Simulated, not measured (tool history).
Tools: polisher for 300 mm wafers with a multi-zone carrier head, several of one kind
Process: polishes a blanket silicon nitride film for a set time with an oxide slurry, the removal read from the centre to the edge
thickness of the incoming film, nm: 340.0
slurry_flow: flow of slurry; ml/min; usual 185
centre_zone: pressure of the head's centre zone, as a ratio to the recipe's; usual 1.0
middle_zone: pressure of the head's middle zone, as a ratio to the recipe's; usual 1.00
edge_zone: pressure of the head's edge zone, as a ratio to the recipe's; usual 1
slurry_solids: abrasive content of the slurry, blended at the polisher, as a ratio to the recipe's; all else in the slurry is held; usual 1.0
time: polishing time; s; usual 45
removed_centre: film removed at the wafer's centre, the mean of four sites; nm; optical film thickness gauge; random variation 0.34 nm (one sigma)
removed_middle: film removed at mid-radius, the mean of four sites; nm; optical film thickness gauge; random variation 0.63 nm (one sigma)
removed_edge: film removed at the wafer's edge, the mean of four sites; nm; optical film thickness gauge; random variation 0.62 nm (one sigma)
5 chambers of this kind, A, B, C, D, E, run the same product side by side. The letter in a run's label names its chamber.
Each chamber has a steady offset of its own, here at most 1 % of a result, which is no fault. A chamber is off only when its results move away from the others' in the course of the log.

| run | hour | slurry_flow | centre_zone | middle_zone | edge_zone | slurry_solids | time | removed_centre | removed_middle | removed_edge |
|---|---|---|---|---|---|---|---|---|---|---|
| 1C | 12.5 | 185 | 1.0 | 1.00 | 1 | 1.0 | 45 | 44.739 | 44.067 | 45.047 |
|  | 16.0 | chamber A: centre zone pressure recalibrated |
|  | 18.5 | chamber C: worn pad replaced by a new one |
| 2B | 19.4 | 185 | 1.0 | 1.00 | 1 | 1.0 | 45 | 44.888 | 44.938 | 44.073 |
| 3E | 33.3 | 185 | 1.0 | 1.00 | 1 | 1.0 | 45 | 45.104 | 44.978 | 43.919 |
| 4D | 47.5 | 185 | 1.0 | 1.00 | 1 | 1.0 | 45 | 44.741 | 44.282 | 44.915 |
|  | 47.7 | chamber B: slurry nozzle cleaned |
| 5A | 58.6 | 185 | 1.0 | 1.00 | 1 | 1.0 | 45 | 44.338 | 43.406 | 44.396 |
|  | 72.6 | chamber D: worn pad replaced by a new one |
| 6A | 74.4 | 185 | 1.0 | 1.00 | 1 | 1.0 | 45 | 44.386 | 45.101 | 43.955 |
|  | 75.2 | chamber E: worn pad replaced by a new one |
|  | 85.7 | chamber B: worn pad replaced by a new one |
| 7D | 90.2 | 185 | 1.0 | 1.00 | 1 | 1.0 | 45 | 44.194 | 43.805 | 44.281 |
| 8C | 103.1 | 185 | 1.0 | 1.00 | 1 | 1.0 | 45 | 44.019 | 44.662 | 45.100 |
|  | 103.4 | chamber A: worn pad replaced by a new one |
| 9B | 111.5 | 185 | 1.0 | 1.00 | 1 | 1.0 | 45 | 44.596 | 42.849 | 44.758 |
|  | 114.1 | chamber A: edge zone pressure recalibrated |
|  | 114.8 | chamber C: worn pad replaced by a new one |
| 10E | 121.7 | 185 | 1.0 | 1.00 | 1 | 1.0 | 45 | 44.492 | 45.329 | 44.454 |
| 11A | 133.7 | 185 | 1.0 | 1.00 | 1 | 1.0 | 45 | 44.535 | 43.801 | 44.321 |
| 12B | 144.0 | 185 | 1.0 | 1.00 | 1 | 1.0 | 45 | 44.476 | 42.794 | 43.568 |
| 13E | 152.6 | 185 | 1.0 | 1.00 | 1 | 1.0 | 45 | 44.746 | 44.427 | 43.090 |
|  | 156.9 | chamber C: edge zone pressure recalibrated |
|  | 157.8 | chamber E: worn pad replaced by a new one |
| 14D | 168.0 | 185 | 1.0 | 1.00 | 1 | 1.0 | 45 | 44.532 | 44.178 | 44.039 |
|  | 168.1 | chamber D: worn pad replaced by a new one |
|  | 171.1 | chamber B: worn pad replaced by a new one |
|  | 183.0 | chamber C: centre zone pressure recalibrated |
| 15C | 183.5 | 185 | 1.0 | 1.00 | 1 | 1.0 | 45 | 43.991 | 43.526 | 44.976 |
| 16A | 199.2 | 185 | 1.0 | 1.00 | 1 | 1.0 | 45 | 43.984 | 43.914 | 44.553 |
|  | 204.6 | chamber C: worn pad replaced by a new one |
| 17D | 211.1 | 185 | 1.0 | 1.00 | 1 | 1.0 | 45 | 45.167 | 43.091 | 43.862 |
|  | 213.5 | chamber A: worn pad replaced by a new one |
|  | 217.5 | chamber D: slurry nozzle cleaned |
| 18B | 223.4 | 185 | 1.0 | 0.96 | 1 | 1.0 | 45 | 44.302 | 43.278 | 43.741 |
| 19C | 232.8 | 185 | 1.0 | 0.96 | 1 | 1.0 | 45 | 43.607 | 41.873 | 44.273 |
| 20E | 244.8 | 185 | 1.0 | 0.96 | 1 | 1.0 | 45 | 44.858 | 41.494 | 44.073 |
| 21B | 252.3 | 185 | 1.0 | 0.96 | 1 | 1.0 | 45 | 45.154 | 42.451 | 44.736 |
|  | 260.3 | chamber B: worn pad replaced by a new one |
| 22C | 262.2 | 185 | 1.0 | 0.96 | 1 | 1.0 | 45 | 43.884 | 41.191 | 43.659 |
|  | 262.6 | chamber E: worn pad replaced by a new one |
|  | 273.0 | chamber D: worn pad replaced by a new one |
| 23E | 273.5 | 185 | 1.0 | 1.00 | 1 | 1.0 | 45 | 44.714 | 45.003 | 44.481 |
| 24A | 282.9 | 185 | 1.1 | 1.00 | 1 | 0.9 | 45 | 46.243 | 42.102 | 41.784 |
| 25D | 291.9 | 185 | 1.1 | 1.00 | 1 | 0.9 | 45 | 47.910 | 41.892 | 43.082 |
|  | 293.4 | chamber C: worn pad replaced by a new one |
|  | 294.0 | chamber A: slurry nozzle cleaned |
| 26A | 304.7 | 185 | 1.1 | 1.00 | 1 | 0.9 | 45 | 47.071 | 41.351 | 41.154 |
|  | 310.6 | chamber A: worn pad replaced by a new one |
| 27B | 318.7 | 185 | 1.1 | 1.00 | 1 | 0.9 | 45 | 47.269 | 43.062 | 42.309 |
| 28C | 331.9 | 185 | 1.1 | 1.00 | 1 | 0.9 | 45 | 45.363 | 40.845 | 42.752 |
|  | 345.1 | chamber E: worn pad replaced by a new one |
| 29E | 345.3 | 185 | 1.0 | 1.00 | 1 | 1.0 | 45 | 43.952 | 45.856 | 44.918 |
| 30D | 352.7 | 185 | 1.0 | 1.00 | 1 | 1.0 | 45 | 44.153 | 44.186 | 45.442 |
|  | 357.0 | chamber B: worn pad replaced by a new one |
| 31A | 366.9 | 150 | 1.0 | 1.00 | 1 | 1.0 | 53 | 49.622 | 49.470 | 50.811 |
| 32E | 378.2 | 150 | 1.0 | 1.00 | 1 | 1.0 | 53 | 50.916 | 51.754 | 52.049 |
|  | 381.3 | chamber D: worn pad replaced by a new one |
|  | 391.6 | chamber E: slurry nozzle cleaned |
| 33C | 392.0 | 150 | 1.0 | 1.00 | 1 | 1.0 | 53 | 48.667 | 48.199 | 49.473 |
|  | 402.2 | chamber C: worn pad replaced by a new one |
|  | 402.7 | chamber A: worn pad replaced by a new one |
| 34D | 404.1 | 150 | 1.0 | 1.00 | 1 | 1.0 | 53 | 50.360 | 50.783 | 51.226 |
|  | 415.0 | chamber E: centre zone pressure recalibrated |
| 35B | 415.3 | 150 | 1.0 | 1.00 | 1 | 1.0 | 53 | 50.264 | 51.268 | 50.521 |
| 36B | 430.3 | 185 | 1.0 | 1.00 | 1 | 1.0 | 45 | 44.368 | 44.065 | 43.906 |
| 37D | 439.9 | 185 | 1.0 | 1.00 | 1 | 1.0 | 45 | 44.872 | 44.675 | 45.228 |
|  | 445.8 | chamber E: worn pad replaced by a new one |
| 38C | 451.3 | 185 | 1.0 | 1.00 | 1 | 1.0 | 45 | 42.156 | 41.963 | 44.093 |
| 39A | 459.4 | 185 | 1.0 | 1.00 | 1 | 1.0 | 45 | 44.616 | 44.525 | 43.975 |
| 40E | 474.6 | 185 | 1.0 | 1.00 | 1 | 1.0 | 45 | 44.589 | 45.287 | 44.741 |

What goes on in this fleet: one chamber off, a drifting gauge, or nothing beyond the chambers' own small offsets? Name the chamber and the cause, if any.

Chamber C drifts away from the others.
Cause: slurry flow missing at the pad, % = 28.7.

Here are 4 candidates for chamber C's next run, each the usual settings with a change, their results left as question marks. Which one brings its results back in line with what the others give on the usual settings?
In line means no further than this from the other chambers' mean on the usual settings: removed_centre 1.200 nm; removed_middle 2.200 nm; removed_edge 2.200 nm
| 41C-1 | 485.9 | 190 | 1.01 | 1.01 | 0.99 | 1.0 | 47 | ? | ? | ? |
| 41C-2 | 485.9 | 180 | 0.99 | 0.99 | 1.01 | 1.0 | 43 | ? | ? | ? |
| 41C-3 | 485.9 | 185 | 1.00 | 1.00 | 1.00 | 1.0 | 44 | ? | ? | ? |
| 41C-4 | 485.9 | 185 | 1.00 | 1.00 | 1.00 | 1.0 | 46 | ? | ? | ? |

The other chambers' mean on the usual settings: removed_centre 44.518 nm; removed_middle 44.486 nm; removed_edge 44.437 nm
| run | removed_centre | removed_middle | removed_edge |
|---|---|---|---|
| 41C-1 | 44.294 | 44.415 | 44.514 |
| 41C-2 | 39.104 | 39.432 | 40.834 |
| 41C-3 | 40.744 | 40.968 | 41.733 |
| 41C-4 | 42.596 | 42.830 | 43.630 |
41C-1 brings the chamber back in line.
